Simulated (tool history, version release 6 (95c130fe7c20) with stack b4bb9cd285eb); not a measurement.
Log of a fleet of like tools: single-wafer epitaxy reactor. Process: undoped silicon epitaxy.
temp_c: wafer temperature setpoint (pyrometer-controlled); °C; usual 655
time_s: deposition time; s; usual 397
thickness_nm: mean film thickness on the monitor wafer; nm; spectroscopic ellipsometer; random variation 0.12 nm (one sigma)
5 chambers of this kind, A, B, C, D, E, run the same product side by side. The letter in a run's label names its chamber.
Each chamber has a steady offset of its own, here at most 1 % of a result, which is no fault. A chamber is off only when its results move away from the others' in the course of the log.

run,hour,temp_c,time_s,"read-back reference wafer on the same gauge, thickness_nm",thickness_nm
1C,6.4,655,397,83.932,75.023
2A,11.7,655,397,83.951,74.508
3E,17.2,655,397,83.953,74.496
4B,22.6,655,397,84.011,74.513
5D,26.6,655,397,83.996,74.954
6A,33.6,655,397,83.970,74.522
7E,39.6,655,397,84.009,74.497
8B,45.8,655,397,84.021,74.507
9D,51.2,655,397,84.064,74.590
10C,58.1,655,397,84.070,75.022
11E,61.7,655,397,84.067,74.648
12C,69.3,646,464,84.089,71.891
13D,75.6,646,464,84.112,71.913
14A,80.5,646,464,84.128,71.907
15B,86.3,646,464,84.110,71.488
16D,92.2,646,464,84.136,71.957
17C,96.6,655,397,84.180,74.953
18B,104.1,655,397,84.176,74.487
19E,111.1,655,397,84.195,74.750
20A,115.9,655,397,84.207,74.710
21B,120.8,664,397,84.261,90.357
22A,127.7,664,397,84.278,90.973
23C,134.5,664,397,84.303,91.145
24E,138.0,664,397,84.308,90.390
25D,145.6,664,397,84.324,90.622
26C,152.5,655,397,84.306,75.276
27E,158.0,655,397,84.308,74.716
28A,162.8,663,325,84.326,73.011
29D,168.1,663,325,84.383,72.650
30B,174.0,663,325,84.370,72.582
31C,181.4,663,325,84.385,73.279
32D,184.8,663,325,84.397,72.833
33A,191.2,655,397,84.428,75.319

Next, every chamber runs the same settings. What will each give?
34A,196.6,655,397,,?
34B,196.6,655,397,,?
34C,196.6,655,397,,?
34D,196.6,655,397,,?
34E,196.6,655,397,,?

run,thickness_nm
34A,75.178
34B,74.761
34C,75.342
34D,75.059
34E,74.923

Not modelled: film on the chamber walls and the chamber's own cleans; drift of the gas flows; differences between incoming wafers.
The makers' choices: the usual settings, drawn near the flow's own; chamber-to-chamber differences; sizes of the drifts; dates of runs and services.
